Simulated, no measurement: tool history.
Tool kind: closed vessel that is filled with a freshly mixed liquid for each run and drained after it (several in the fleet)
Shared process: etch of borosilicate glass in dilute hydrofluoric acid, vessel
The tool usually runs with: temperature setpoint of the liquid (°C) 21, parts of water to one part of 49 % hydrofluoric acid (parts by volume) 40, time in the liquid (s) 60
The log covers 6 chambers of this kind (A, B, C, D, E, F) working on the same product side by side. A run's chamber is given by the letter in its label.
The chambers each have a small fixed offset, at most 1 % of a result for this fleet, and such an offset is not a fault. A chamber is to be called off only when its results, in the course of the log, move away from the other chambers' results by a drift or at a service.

run     day  temperature setpoint of the liquid (°C)  parts of water to one part of 49 % hydrofluoric acid (parts by volume)  time in the liquid (s)  read-back film thickness of the borosilicate glass reference wafer, read on the same gauge (nm)  thickness taken off the borosilicate glass on a monitor wafer (Å)
 1D   0.375                                       21                                                                      40                      60                                                                                           150.02                                                             596.39
 2F   0.900                                       21                                                                      40                      60                                                                                           149.93                                                             597.54
 3A   1.346                                       21                                                                      40                      60                                                                                           150.02                                                             599.78
 4B   1.679                                       21                                                                      40                      60                                                                                           149.96                                                             593.84
 5C   2.104                                       21                                                                      40                      60                                                                                           150.00                                                             589.40
 6E   2.412                                       21                                                                      40                      30                                                                                           150.05                                                             294.76
 7D   2.875                                       21                                                                      40                      30                                                                                           150.00                                                             299.07
 8F   3.433                                       21                                                                      40                      30                                                                                           149.97                                                             304.23
 9A   3.867                                       21                                                                      40                      30                                                                                           150.03                                                             297.86
      4.154  -- chamber D: hydrofluoric acid flow meter replaced
10E   4.308                                       21                                                                      40                      30                                                                                           150.00                                                             297.11
11C   4.875                                       21                                                                      40                      30                                                                                           150.02                                                             295.38
      5.262  -- chamber D: thermometer replaced
12B   5.425                                       21                                                                      40                      60                                                                                           149.98                                                             599.85
13D   5.938                                       21                                                                      40                      60                                                                                           150.01                                                             600.93
14E   6.367                                       21                                                                      40                      60                                                                                           149.98                                                             591.83
15F   6.942                                       21                                                                      30                      60                                                                                           150.02                                                             814.91
16B   7.321                                       21                                                                      30                      60                                                                                           149.95                                                             806.41
17A   7.642                                       21                                                                      30                      60                                                                                           150.00                                                             788.32
18C   7.912                                       21                                                                      30                      60                                                                                           150.00                                                             793.84
19A   8.379                                       21                                                                      30                      60                                                                                           149.97                                                             814.48
20B   8.667                                       21                                                                      30                      60                                                                                           150.03                                                             809.15
21C   8.950                                       21                                                                      40                      60                                                                                           149.99                                                             594.03
22E   9.238                                       21                                                                      40                      60                                                                                           149.97                                                             593.75
23F   9.717                                       21                                                                      40                      60                                                                                           149.96                                                             599.48
24D  10.175                                       21                                                                      40                      60                                                                                           149.98                                                             602.10
25D  10.529                                       21                                                                      40                      60                                                                                           149.96                                                             602.60
26F  10.954                                       21                                                                      40                      60                                                                                           149.97                                                             599.13
27B  11.533                                       21                                                                      40                      60                                                                                           150.02                                                             582.13
28A  12.092                                       21                                                                      40                      60                                                                                           150.04                                                             599.75
29E  12.467                                       21                                                                      40                      60                                                                                           150.00                                                             595.72
30C  13.075                                       21                                                                      40                      60                                                                                           149.99                                                             595.37
31B  13.642                                       21                                                                      40                      60                                                                                           150.00                                                             578.26
32F  14.146                                       21                                                                      40                      60                                                                                           149.96                                                             597.27
33C  14.629                                       21                                                                      40                      60                                                                                           150.02                                                             593.02
34A  15.183                                       21                                                                      40                      60                                                                                           149.98                                                             597.23
35D  15.633                                       21                                                                      40                      60                                                                                           150.03                                                             599.37
36E  16.225                                       21                                                                      40                      60                                                                                           149.95                                                             592.65
37F  16.521                                       21                                                                      40                      60                                                                                           149.98                                                             601.00
38D  16.875                                       24                                                                      55                      60                                                                                           150.01                                                             482.99
39E  17.346                                       24                                                                      55                      60                                                                                           150.00                                                             482.66
40C  17.679                                       24                                                                      55                      60                                                                                           150.02                                                             478.35
41A  17.954                                       24                                                                      55                      60                                                                                           150.01                                                             480.19
42B  18.575                                       24                                                                      55                      60                                                                                           150.03                                                             463.07
43A  19.133                                       24                                                                      55                      60                                                                                           150.01                                                             481.27
44F  19.612                                       21                                                                      40                      60                                                                                           149.99                                                             593.56

Decide between three cases: one chamber stands off from its peers, the gauge reading all wafers drifts, or nothing is wrong past each chamber's small offset. Where a chamber is off, say which and what most likely put it there.

One chamber, B, drifts off from the rest bit by bit.
What lies behind it: liquid colder than its thermometer reads (K) = 1.09.
Not necessarily distinguishable in this log from: hydrofluoric acid flow below the setpoint (%).

Chamber B could run next with any of the 4 candidate recipes listed below; each alters the usual settings, and their results appear as question marks. Which one brings its results back in line with what the other chambers deliver on the usual settings?
Counts as in line when no further than this from what the other chambers average on the usual settings: thickness taken off the borosilicate glass on a monitor wafer (Å) 14.00
45B-1  20.058                                       21                                                                      40                      55                                                                                                                                                                   ?
45B-2  20.058                                       22                                                                      40                      60                                                                                                                                                                   ?
45B-3  20.058                                       20                                                                      40                      60                                                                                                                                                                   ?
45B-4  20.058                                       21                                                                      40                      65                                                                                                                                                                   ?

Usual-settings mean across the other chambers: thickness taken off the borosilicate glass on a monitor wafer (Å) 595.55
  run  thickness taken off the borosilicate glass on a monitor wafer (Å)
45B-1                                                             521.00
45B-2                                                             592.87
45B-3                                                             544.92
45B-4                                                             615.72
It is 45B-2 that realigns the chamber with its peers.
